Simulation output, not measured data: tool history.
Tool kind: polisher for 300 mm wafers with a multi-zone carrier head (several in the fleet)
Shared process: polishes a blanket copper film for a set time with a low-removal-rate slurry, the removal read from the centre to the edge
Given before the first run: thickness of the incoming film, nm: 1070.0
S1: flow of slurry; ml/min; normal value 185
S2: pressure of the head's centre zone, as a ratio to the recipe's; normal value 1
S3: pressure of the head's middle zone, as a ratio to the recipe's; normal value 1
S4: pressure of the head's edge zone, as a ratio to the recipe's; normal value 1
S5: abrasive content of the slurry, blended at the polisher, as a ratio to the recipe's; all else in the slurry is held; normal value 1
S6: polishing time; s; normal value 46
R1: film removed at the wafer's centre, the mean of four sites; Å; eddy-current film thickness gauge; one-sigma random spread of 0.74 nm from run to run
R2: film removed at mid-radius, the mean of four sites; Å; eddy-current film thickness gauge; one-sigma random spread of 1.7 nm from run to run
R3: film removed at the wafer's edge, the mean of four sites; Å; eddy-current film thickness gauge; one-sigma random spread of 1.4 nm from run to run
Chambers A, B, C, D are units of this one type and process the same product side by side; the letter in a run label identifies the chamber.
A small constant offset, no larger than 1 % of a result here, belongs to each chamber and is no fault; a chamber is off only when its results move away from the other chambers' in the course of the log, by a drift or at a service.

run,day,S1,S2,S3,S4,S5,S6,R1,R2,R3
1D,0.271,185,1,1,1,1,46,1197.3,1176.6,1218.7
2C,0.533,185,1,1,1,1,46,1204.5,1222.7,1196.2
# day 0.708: chamber A: slurry nozzle cleaned
3B,0.762,185,1,1,1,1,46,1213.5,1178,1208.3
# day 0.833: chamber D: worn pad replaced by a new one
4A,1.033,185,1,1,1,1,46,1188.5,1186.2,1228.9
5A,1.304,185,1,1,1,1,46,1196.4,1214.9,1206.9
# day 1.471: chamber B: worn pad replaced by a new one
6B,1.596,235,1,1,1,0.8,46,1179.6,1180.6,1161.6
7C,1.879,235,1,1,1,0.8,46,1185.2,1168.8,1155.8
# day 2.083: chamber A: worn pad replaced by a new one
8D,2.112,235,1,1,1,0.8,46,1166.2,1165.8,1155.3
9A,2.329,235,1,1,1,0.8,46,1172.5,1195.1,1153
# day 2.404: chamber C: worn pad replaced by a new one
10C,2.625,185,1,1,1,1,46,1214.1,1200.3,1183.7
11B,2.762,185,1,1,1,1,46,1201.6,1238.2,1209.2
12D,2.992,185,1,0.94,1,1,46,1207.1,1109.6,1194.8
13D,3.204,185,1,0.94,1,1,46,1193.9,1128.6,1195.4
14B,3.446,185,1,0.94,1,1,46,1208.8,1114.4,1175.6
15A,3.746,185,1,0.94,1,1,46,1172,1158.1,1197.8
# day 3.783: chamber D: slurry nozzle cleaned
16C,3.946,185,1,1,1,1,46,1252.6,1198.4,1171.8
17B,4.133,185,1,1,1,1,46,1214.2,1224.3,1168
# day 4.15: chamber B: worn pad replaced by a new one
# day 4.233: chamber A: edge zone pressure recalibrated
18A,4.288,185,1,1,1,1,46,1172.3,1178.7,1172.1
19D,4.438,185,1,1.05,1,1,46,1201.9,1233.7,1212.8
# day 4.558: chamber D: worn pad replaced by a new one
20C,4.712,185,1,1.05,1,1,46,1262.3,1214.9,1181.7
21B,4.85,185,1,1.05,1,1,46,1208.6,1230.6,1194.1
22A,4.996,185,1,1.05,1,1,46,1181.6,1252.2,1186.7
23C,5.267,185,1,1,1,1,46,1271.6,1215.5,1204.1
24D,5.567,185,1,1,1,1,46,1205.4,1186.6,1189.2
25B,5.8,185,1,1,1,1,46,1216.7,1177.8,1196.5

Next, every chamber runs the same settings. What will each give?
26A,6.017,185,1,1,1,1,46,?,?,?
26B,6.017,185,1,1,1,1,46,?,?,?
26C,6.017,185,1,1,1,1,46,?,?,?
26D,6.017,185,1,1,1,1,46,?,?,?

run,R1,R2,R3
26A,1193.5,1196.3,1193.5
26B,1207.8,1202.3,1223.2
26C,1298,1186.4,1193.7
26D,1201.5,1211.6,1199.5
